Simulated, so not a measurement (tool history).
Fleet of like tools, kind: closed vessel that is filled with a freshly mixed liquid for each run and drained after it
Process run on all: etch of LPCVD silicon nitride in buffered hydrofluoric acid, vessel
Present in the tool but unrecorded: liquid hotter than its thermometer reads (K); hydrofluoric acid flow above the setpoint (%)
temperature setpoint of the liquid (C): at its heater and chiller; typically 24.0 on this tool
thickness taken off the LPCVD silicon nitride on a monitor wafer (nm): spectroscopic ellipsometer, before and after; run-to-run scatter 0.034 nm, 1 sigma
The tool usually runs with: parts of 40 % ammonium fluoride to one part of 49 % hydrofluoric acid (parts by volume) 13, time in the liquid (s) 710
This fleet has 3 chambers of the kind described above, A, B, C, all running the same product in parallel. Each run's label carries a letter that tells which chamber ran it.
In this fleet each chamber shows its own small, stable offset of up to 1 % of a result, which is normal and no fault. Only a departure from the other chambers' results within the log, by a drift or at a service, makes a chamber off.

run	hour	temperature setpoint of the liquid (C)	parts of 40 % ammonium fluoride to one part of 49 % hydrofluoric acid (parts by volume)	time in the liquid (s)	hours since the thermometer was replaced	hours since the hydrofluoric acid flow meter was replaced	read-back film thickness of the LPCVD silicon nitride reference wafer, read on the same gauge (nm)	thickness taken off the LPCVD silicon nitride on a monitor wafer (nm)
1B	2.7	24.0	13	710	569.2	428.4	40.038	8.4542
2A	4.8	24.0	13	710	393.4	1702.0	39.978	8.3615
3C	7.1	24.0	13	710	950.6	1324.5	40.006	8.4738
4A	10.3	24.0	13	710	398.9	1707.5	39.999	8.3762
5C	13.8	24.0	13	710	957.3	1331.2	39.983	8.4604
6B	16.5	24.0	13	710	583.0	442.2	40.018	8.4830
7A	18.9	24.0	13	710	407.5	1716.1	39.995	8.3636
8C	21.2	24.0	13	710	964.7	1338.6	39.984	8.4739
9B	25.3	24.0	13	710	591.8	451.0	39.975	8.4535
10B	29.1	24.0	13	710	595.6	454.8	40.004	8.4224
11C	31.6	24.0	13	710	975.1	1349.0	39.960	8.4472
12A	34.6	24.0	13	710	423.2	1731.8	39.991	8.3980
13A	36.5	24.0	13	710	425.1	1733.7	39.995	8.3515
14C	40.9	24.0	13	710	984.4	1358.3	39.987	8.4292
15B	43.6	24.0	13	710	610.1	469.3	40.022	8.4804
16C	47.2	24.0	13	710	990.7	1364.6	40.013	8.5197
17B	49.8	24.0	13	710	616.3	475.5	39.963	8.4073
18A	51.8	24.0	13	710	440.4	1749.0	39.999	8.3294
19A	54.9	20.5	13	710	443.5	1752.1	40.030	6.8970
20B	58.6	20.5	13	710	625.1	484.3	39.994	7.0084
21C	61.3	20.5	13	710	1004.8	1378.7	40.008	7.0718
22B	64.4	20.5	13	710	630.9	490.1	40.023	6.9660
23C	66.8	20.5	13	710	1010.3	1384.2	40.016	7.1681
24A	70.1	20.5	13	710	458.7	1767.3	40.028	6.9228
25A	73.3	24.0	13	710	461.9	1770.5	40.025	8.4121
26C	76.2	24.0	13	710	1019.7	1393.6	40.011	8.6827
27B	78.3	24.0	13	710	644.8	504.0	40.041	8.4666
28B	82.3	24.0	13	710	648.8	508.0	40.004	8.3911

All 3 chambers run these settings next. Forecast each chamber's results:
29A	85.5	24.0	13	710				?
29B	85.5	24.0	13	710				?
29C	85.5	24.0	13	710				?

run	thickness taken off the LPCVD silicon nitride on a monitor wafer (nm)
29A	8.4004
29B	8.5176
29C	8.7913
